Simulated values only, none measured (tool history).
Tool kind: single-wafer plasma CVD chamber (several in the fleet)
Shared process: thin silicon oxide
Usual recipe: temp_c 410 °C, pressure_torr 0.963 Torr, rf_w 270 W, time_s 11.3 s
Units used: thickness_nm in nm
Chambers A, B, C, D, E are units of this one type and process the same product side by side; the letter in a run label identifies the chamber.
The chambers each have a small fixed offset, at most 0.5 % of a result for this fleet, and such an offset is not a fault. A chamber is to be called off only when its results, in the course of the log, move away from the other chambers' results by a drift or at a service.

run	hour	temp_c	pressure_torr	rf_w	time_s	hours since the last thermocouple change	hours since the last RF generator calibration	hours since the last manometer calibration	read-back reference wafer on the same gauge, thickness_nm	thickness_nm
1A	7.0	410	0.963	270	11.3	360.5	771.2	862.4	25.713	23.138
2D	18.4	410	0.963	270	11.3	921.3	626.2	868.6	25.704	23.108
3C	28.3	410	0.963	270	11.3	1507.6	1519.7	1620.7	25.713	23.052
4E	41.2	410	0.963	270	11.3	719.4	735.2	1191.6	25.724	23.215
5B	52.5	410	0.843	270	9.7	1167.8	633.4	930.1	25.722	17.605
6A	64.4	410	0.843	270	9.7	417.9	828.6	919.8	25.711	17.776
7E	74.9	410	0.843	270	9.7	753.1	768.9	1225.3	25.723	17.893
# hour 81.8: chamber B: capacitance manometer re-zeroed and calibrated
8D	88.6	410	0.843	270	9.7	991.5	696.4	938.8	25.733	17.697
9B	102.2	410	0.843	270	9.7	1217.5	683.1	20.4	25.740	17.704
10C	115.1	410	0.963	270	11.3	1594.4	1606.5	1707.5	25.732	23.135
11B	125.4	410	0.963	270	11.3	1240.7	706.3	43.6	25.744	23.138
12D	138.0	410	0.963	270	11.3	1040.9	745.8	988.2	25.758	23.086
13E	146.7	410	0.963	270	11.3	824.9	840.7	1297.1	25.762	23.349
14A	155.8	410	0.963	270	11.3	509.3	920.0	1011.2	25.760	23.140
15C	167.6	410	0.963	270	11.3	1646.9	1659.0	1760.0	25.761	23.059
16C	182.0	410	0.963	270	11.3	1661.3	1673.4	1774.4	25.765	23.137
17E	195.8	410	0.963	270	11.3	874.0	889.8	1346.2	25.769	23.301
18D	210.0	410	0.963	270	11.3	1112.9	817.8	1060.2	25.779	23.151
# hour 211.8: chamber D: thermocouple changed; heater temperature recalibrated
19B	222.4	410	0.963	270	11.3	1337.7	803.3	140.6	25.784	23.140
20A	231.3	410	0.963	270	11.3	584.8	995.5	1086.7	25.790	23.177
21A	242.2	410	1.068	300	11.3	595.7	1006.4	1097.6	25.774	26.014
22B	256.0	410	1.068	300	11.3	1371.3	836.9	174.2	25.799	26.124
23D	262.4	410	1.068	300	11.3	50.7	870.2	1112.6	25.797	26.110
24C	271.3	410	1.068	300	11.3	1750.6	1762.7	1863.7	25.797	25.984
25E	283.6	410	1.068	300	11.3	961.8	977.6	1434.0	25.801	26.187
26A	291.4	410	0.963	270	11.3	644.9	1055.6	1146.8	25.815	23.197
27C	298.4	410	0.963	270	11.3	1777.7	1789.8	1890.8	25.811	23.076
28E	307.7	410	0.963	270	11.3	985.9	1001.7	1458.1	25.812	23.369
29D	319.1	410	0.963	270	11.3	107.4	926.9	1169.3	25.820	23.161
30B	332.6	410	0.963	270	11.3	1447.9	913.5	250.8	25.835	23.149
31D	342.9	410	0.963	270	11.3	131.2	950.7	1193.1	25.825	23.225
32E	350.0	410	0.963	270	11.3	1028.2	1044.0	1500.4	25.832	23.382
# hour 357.3: chamber D: capacitance manometer re-zeroed and calibrated
33A	358.6	410	0.963	270	11.3	712.1	1122.8	1214.0	25.828	23.233
34B	371.0	410	0.963	270	11.3	1486.3	951.9	289.2	25.837	23.183
35C	384.2	415	0.963	320	11.3	1863.5	1875.6	1976.6	25.846	24.799
36D	398.0	415	0.963	320	11.3	186.3	1005.8	40.7	25.842	24.810
37C	405.9	415	0.963	320	11.3	1885.2	1897.3	1998.3	25.851	24.760
38A	414.3	415	0.963	320	11.3	767.8	1178.5	1269.7	25.857	24.820
39E	425.4	415	0.963	320	11.3	1103.6	1119.4	1575.8	25.865	25.047
40B	431.7	410	0.963	270	11.3	1547.0	1012.6	349.9	25.862	23.229
41E	438.8	410	0.963	270	11.3	1117.0	1132.8	1589.2	25.859	23.440
42A	448.1	410	0.963	270	11.3	801.6	1212.3	1303.5	25.864	23.341

Has any chamber moved away from the others, gradually or after a service, or does the common gauge drift, or do the chambers differ only by their own small steady offsets? State the chamber and the most likely cause if one applies.

None of the chambers is off. What moves is the gauge, dragging all their readings along together.
Likeliest cause: gauge reads high (%) = 0.665.

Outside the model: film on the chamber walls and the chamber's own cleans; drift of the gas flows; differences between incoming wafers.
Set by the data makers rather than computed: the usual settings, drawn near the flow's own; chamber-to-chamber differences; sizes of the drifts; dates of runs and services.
